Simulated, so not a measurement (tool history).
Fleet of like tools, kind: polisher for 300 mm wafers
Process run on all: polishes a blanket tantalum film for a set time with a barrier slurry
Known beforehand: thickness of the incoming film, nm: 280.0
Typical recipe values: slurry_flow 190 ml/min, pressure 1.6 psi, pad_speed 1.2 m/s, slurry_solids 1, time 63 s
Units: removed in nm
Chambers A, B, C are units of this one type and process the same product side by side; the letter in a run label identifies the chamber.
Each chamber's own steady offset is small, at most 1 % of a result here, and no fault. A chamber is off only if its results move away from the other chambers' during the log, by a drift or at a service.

{"run": "1B", "hour": 3.3, "slurry_flow": 190, "pressure": 1.6, "pad_speed": 1.2, "slurry_solids": 1, "time": 63, "removed": 84.476}
{"run": "2A", "hour": 8.3, "slurry_flow": 190, "pressure": 1.6, "pad_speed": 1.2, "slurry_solids": 1, "time": 63, "removed": 82.647}
{"run": "3C", "hour": 12.2, "slurry_flow": 190, "pressure": 1.6, "pad_speed": 1.2, "slurry_solids": 1, "time": 63, "removed": 86.047}
{"run": "4C", "hour": 16.5, "slurry_flow": 190, "pressure": 1.6, "pad_speed": 1.2, "slurry_solids": 1, "time": 63, "removed": 83.625}
{"run": "5B", "hour": 23.1, "slurry_flow": 190, "pressure": 1.6, "pad_speed": 1.2, "slurry_solids": 1, "time": 63, "removed": 83.588}
{"run": "6A", "hour": 26.4, "slurry_flow": 190, "pressure": 1.6, "pad_speed": 1.2, "slurry_solids": 1, "time": 63, "removed": 82.83}
{"run": "7B", "hour": 30.6, "slurry_flow": 190, "pressure": 1.6, "pad_speed": 1.2, "slurry_solids": 1, "time": 63, "removed": 83.777}
{"hour": 31.6, "done": "chamber A: worn pad replaced by a new one"}
{"run": "8A", "hour": 36.7, "slurry_flow": 190, "pressure": 1.6, "pad_speed": 1.2, "slurry_solids": 1, "time": 63, "removed": 83.097}
{"run": "9C", "hour": 42.7, "slurry_flow": 190, "pressure": 1.6, "pad_speed": 1.2, "slurry_solids": 1, "time": 63, "removed": 84.075}
{"run": "10B", "hour": 46.9, "slurry_flow": 190, "pressure": 1.6, "pad_speed": 1.2, "slurry_solids": 1, "time": 63, "removed": 85.011}
{"run": "11A", "hour": 50.9, "slurry_flow": 190, "pressure": 1.6, "pad_speed": 1.2, "slurry_solids": 1, "time": 63, "removed": 83.149}
{"run": "12C", "hour": 56.0, "slurry_flow": 190, "pressure": 1.6, "pad_speed": 1.2, "slurry_solids": 1, "time": 63, "removed": 85.195}
{"run": "13C", "hour": 63.4, "slurry_flow": 190, "pressure": 1.6, "pad_speed": 1.2, "slurry_solids": 1, "time": 63, "removed": 84.709}
{"run": "14B", "hour": 67.4, "slurry_flow": 190, "pressure": 1.6, "pad_speed": 1.2, "slurry_solids": 1, "time": 63, "removed": 82.028}
{"run": "15A", "hour": 72.0, "slurry_flow": 190, "pressure": 1.6, "pad_speed": 1.2, "slurry_solids": 1, "time": 63, "removed": 82.578}
{"hour": 73.9, "done": "chamber A: head pressure recalibrated"}
{"run": "16A", "hour": 76.5, "slurry_flow": 190, "pressure": 1.6, "pad_speed": 1.2, "slurry_solids": 1, "time": 63, "removed": 73.896}
{"run": "17B", "hour": 82.2, "slurry_flow": 190, "pressure": 1.4, "pad_speed": 1.2, "slurry_solids": 1, "time": 63, "removed": 73.292}
{"hour": 88.6, "done": "chamber C: worn pad replaced by a new one"}
{"run": "18C", "hour": 89.2, "slurry_flow": 190, "pressure": 1.4, "pad_speed": 1.2, "slurry_solids": 1, "time": 63, "removed": 71.797}
{"run": "19A", "hour": 94.3, "slurry_flow": 190, "pressure": 1.4, "pad_speed": 1.2, "slurry_solids": 1, "time": 63, "removed": 64.005}
{"hour": 95.9, "done": "chamber B: slurry blender recalibrated"}
{"run": "20C", "hour": 98.1, "slurry_flow": 190, "pressure": 1.6, "pad_speed": 1.2, "slurry_solids": 1, "time": 63, "removed": 85.319}
{"run": "21B", "hour": 102.8, "slurry_flow": 190, "pressure": 1.6, "pad_speed": 1.2, "slurry_solids": 1, "time": 63, "removed": 82.886}
{"run": "22A", "hour": 108.8, "slurry_flow": 190, "pressure": 1.6, "pad_speed": 1.2, "slurry_solids": 1, "time": 44, "removed": 51.598}
{"run": "23C", "hour": 113.5, "slurry_flow": 190, "pressure": 1.6, "pad_speed": 1.2, "slurry_solids": 1, "time": 44, "removed": 59.079}
{"run": "24B", "hour": 120.5, "slurry_flow": 190, "pressure": 1.6, "pad_speed": 1.2, "slurry_solids": 1, "time": 44, "removed": 58.978}
{"hour": 124.2, "done": "chamber B: worn pad replaced by a new one"}
{"run": "25A", "hour": 124.3, "slurry_flow": 190, "pressure": 1.6, "pad_speed": 1.2, "slurry_solids": 1, "time": 63, "removed": 73.328}
{"run": "26C", "hour": 130.9, "slurry_flow": 190, "pressure": 1.6, "pad_speed": 1.2, "slurry_solids": 1, "time": 63, "removed": 83.056}
{"run": "27B", "hour": 134.9, "slurry_flow": 190, "pressure": 1.6, "pad_speed": 1.2, "slurry_solids": 1, "time": 63, "removed": 84.096}
{"run": "28C", "hour": 139.9, "slurry_flow": 190, "pressure": 1.6, "pad_speed": 1.2, "slurry_solids": 1, "time": 63, "removed": 83.842}
{"run": "29A", "hour": 145.6, "slurry_flow": 190, "pressure": 1.6, "pad_speed": 1.2, "slurry_solids": 1, "time": 63, "removed": 74.536}
{"run": "30B", "hour": 151.3, "slurry_flow": 190, "pressure": 1.6, "pad_speed": 1.2, "slurry_solids": 1, "time": 63, "removed": 84.169}
{"run": "31B", "hour": 156.9, "slurry_flow": 225, "pressure": 1.6, "pad_speed": 0.9, "slurry_solids": 1, "time": 63, "removed": 63.004}

Next, all 3 chambers run the settings below, one line each with question marks for the results. What does each chamber give?
{"run": "32A", "hour": 162.3, "slurry_flow": 190, "pressure": 1.6, "pad_speed": 1.2, "slurry_solids": 1.15, "time": 63, "removed": "?"}
{"run": "32B", "hour": 162.3, "slurry_flow": 190, "pressure": 1.6, "pad_speed": 1.2, "slurry_solids": 1.15, "time": 63, "removed": "?"}
{"run": "32C", "hour": 162.3, "slurry_flow": 190, "pressure": 1.6, "pad_speed": 1.2, "slurry_solids": 1.15, "time": 63, "removed": "?"}

run=32A removed=78.147
run=32B removed=87.832
run=32C removed=86.915

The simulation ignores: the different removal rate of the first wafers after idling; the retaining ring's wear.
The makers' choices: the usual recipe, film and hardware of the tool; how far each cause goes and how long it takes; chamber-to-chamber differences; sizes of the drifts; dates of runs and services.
